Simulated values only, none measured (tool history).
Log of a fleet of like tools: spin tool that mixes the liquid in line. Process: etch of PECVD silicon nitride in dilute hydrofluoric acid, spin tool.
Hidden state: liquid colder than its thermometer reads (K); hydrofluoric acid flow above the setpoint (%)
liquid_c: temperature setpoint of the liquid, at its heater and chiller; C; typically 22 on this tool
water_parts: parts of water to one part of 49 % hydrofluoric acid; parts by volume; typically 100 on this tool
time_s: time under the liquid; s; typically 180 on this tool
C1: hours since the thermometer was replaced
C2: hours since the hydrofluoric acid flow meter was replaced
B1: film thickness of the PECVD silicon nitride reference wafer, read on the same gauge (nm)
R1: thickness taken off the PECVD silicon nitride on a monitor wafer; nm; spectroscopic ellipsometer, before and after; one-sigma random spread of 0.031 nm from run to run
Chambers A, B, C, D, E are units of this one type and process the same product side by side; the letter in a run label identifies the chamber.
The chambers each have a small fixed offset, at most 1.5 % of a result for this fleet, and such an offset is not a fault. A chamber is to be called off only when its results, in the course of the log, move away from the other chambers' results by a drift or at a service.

Run 1B, hour 6.3: usual settings; C1 392.7; C2 711.2; B1 129.98. Result: R1 6.9641 nm.
Run 2A, hour 11.4: usual settings; C1 31.9; C2 1460.8; B1 129.98. Result: R1 7.0053 nm.
Run 3C, hour 16.9: usual settings; C1 84.7; C2 1278.4; B1 129.99. Result: R1 7.0034 nm.
Run 4D, hour 23.1: usual settings; C1 543.5; C2 491; B1 130.02. Result: R1 6.8492 nm.
Run 5E, hour 26.9: usual settings; C1 538; C2 1961.9; B1 129.99. Result: R1 6.9957 nm.
Run 6A, hour 30.4: usual settings; C1 50.9; C2 1479.8; B1 130.02. Result: R1 6.9723 nm.
Run 7E, hour 36.8: usual settings; C1 547.9; C2 1971.8; B1 129.98. Result: R1 6.9906 nm.
Run 8B, hour 42.3: usual settings; C1 428.7; C2 747.2; B1 130.04. Result: R1 6.8759 nm.
Run 9D, hour 47.3: usual settings; C1 567.7; C2 515.2; B1 129.99. Result: R1 6.8594 nm.
Run 10C, hour 53.6: usual settings; C1 121.4; C2 1315.1; B1 130.01. Result: R1 6.9579 nm.
Run 11B, hour 59: usual settings; C1 445.4; C2 763.9; B1 129.99. Result: R1 6.9601 nm.
Run 12D, hour 66.7: usual settings; C1 587.1; C2 534.6; B1 130.01. Result: R1 6.873 nm.
Run 13A, hour 70.9: usual settings but time_s 270 s; C1 91.4; C2 1520.3; B1 130. Result: R1 10.501 nm.
Run 14E, hour 75: usual settings but time_s 270 s; C1 586.1; C2 2010; B1 130.01. Result: R1 10.408 nm.
Run 15C, hour 82.3: usual settings but time_s 270 s; C1 150.1; C2 1343.8; B1 130.03. Result: R1 10.434 nm.
Run 16B, hour 86.7: usual settings but time_s 270 s; C1 473.1; C2 791.6; B1 130.03. Result: R1 10.391 nm.
Run 17E, hour 92.7: usual settings but time_s 270 s; C1 603.8; C2 2027.7; B1 130.03. Result: R1 10.335 nm.
Run 18D, hour 98.7: usual settings; C1 619.1; C2 566.6; B1 129.99. Result: R1 6.8541 nm.
Run 19C, hour 104.3: usual settings; C1 172.1; C2 1365.8; B1 130.03. Result: R1 6.9906 nm.
Run 20A, hour 110.9: usual settings; C1 131.4; C2 1560.3; B1 129.99. Result: R1 7.0371 nm.
Run 21B, hour 117: usual settings; C1 503.4; C2 821.9; B1 129.99. Result: R1 6.9323 nm.
Run 22A, hour 123.5: usual settings; C1 144; C2 1572.9; B1 130.04. Result: R1 7.0552 nm.
At hour 123.8: chamber C: hydrofluoric acid flow meter replaced.
Run 23C, hour 129.3: usual settings; C1 197.1; C2 5.5; B1 130.02. Result: R1 6.9888 nm.
Run 24E, hour 135.9: usual settings; C1 647; C2 2070.9; B1 129.97. Result: R1 6.9227 nm.
Run 25D, hour 143.2: usual settings; C1 663.6; C2 611.1; B1 130.03. Result: R1 6.8743 nm.
Run 26C, hour 151.1: usual settings; C1 218.9; C2 27.3; B1 130. Result: R1 6.9259 nm.
Run 27D, hour 154.9: usual settings; C1 675.3; C2 622.8; B1 130. Result: R1 6.8751 nm.
Run 28B, hour 162.8: usual settings but liquid_c 25.5 C; C1 549.2; C2 867.7; B1 130.02. Result: R1 8.7239 nm.
Run 29A, hour 168.8: usual settings but liquid_c 25.5 C; C1 189.3; C2 1618.2; B1 129.99. Result: R1 8.8687 nm.
Run 30E, hour 175.9: usual settings but liquid_c 25.5 C; C1 687; C2 2110.9; B1 130.01. Result: R1 8.6098 nm.
Run 31B, hour 180.6: usual settings but liquid_c 25.5 C; C1 567; C2 885.5; B1 129.95. Result: R1 8.79 nm.
Run 32C, hour 186.9: usual settings but liquid_c 25.5 C; C1 254.7; C2 63.1; B1 129.98. Result: R1 8.8469 nm.
Run 33D, hour 191.4: usual settings; C1 711.8; C2 659.3; B1 130.02. Result: R1 6.8593 nm.
Run 34A, hour 197.1: usual settings; C1 217.6; C2 1646.5; B1 130.03. Result: R1 7.012 nm.
Run 35E, hour 204.4: usual settings; C1 715.5; C2 2139.4; B1 130.05. Result: R1 6.7669 nm.
Run 36D, hour 212.3: usual settings; C1 732.7; C2 680.2; B1 129.99. Result: R1 6.8322 nm.
Run 37C, hour 218.4: usual settings; C1 286.2; C2 94.6; B1 129.98. Result: R1 7.0252 nm.
Run 38B, hour 223.4: usual settings; C1 609.8; C2 928.3; B1 130.04. Result: R1 6.9416 nm.
Run 39A, hour 226.8: usual settings; C1 247.3; C2 1676.2; B1 129.99. Result: R1 7.0744 nm.
Run 40E, hour 233.2: usual settings; C1 744.3; C2 2168.2; B1 130.04. Result: R1 6.7948 nm.
Run 41B, hour 237.2: usual settings; C1 623.6; C2 942.1; B1 129.97. Result: R1 6.9093 nm.
Run 42D, hour 242.5: usual settings; C1 762.9; C2 710.4; B1 130.02. Result: R1 6.9187 nm.
Run 43C, hour 247.9: usual settings; C1 315.7; C2 124.1; B1 130. Result: R1 7.0225 nm.

Is one chamber off against the others, does the gauge drift, or is nothing wrong? If a chamber is off, say which, and what the likeliest cause is.

It is chamber E that slowly wanders off from its peers.
What lies behind it: liquid colder than its thermometer reads (K) = 0.521.
The log may not tell that from: hydrofluoric acid flow below the setpoint (%).

Below are 4 candidate recipes for chamber E's next run, each the usual settings with a change, their results shown as question marks. Which of them brings E's results back in line with what the other chambers give on the usual settings?
Allowed miss from the other chambers' usual-settings mean, per result, to count as in line: R1 0.11 nm
Run 44E-1, hour 253.6: usual settings but time_s 175 s. Result: R1 ?.
Run 44E-2, hour 253.6: usual settings but time_s 170 s. Result: R1 ?.
Run 44E-3, hour 253.6: usual settings but time_s 190 s. Result: R1 ?.
Run 44E-4, hour 253.6: usual settings but time_s 185 s. Result: R1 ?.

Average result of the remaining chambers running the usual settings: R1 6.9457 nm
  run      R1
44E-1  6.5544
44E-2  6.3671
44E-3  7.1162
44E-4   6.929
The right change is 44E-4: it brings the chamber back within the allowed miss of the others.

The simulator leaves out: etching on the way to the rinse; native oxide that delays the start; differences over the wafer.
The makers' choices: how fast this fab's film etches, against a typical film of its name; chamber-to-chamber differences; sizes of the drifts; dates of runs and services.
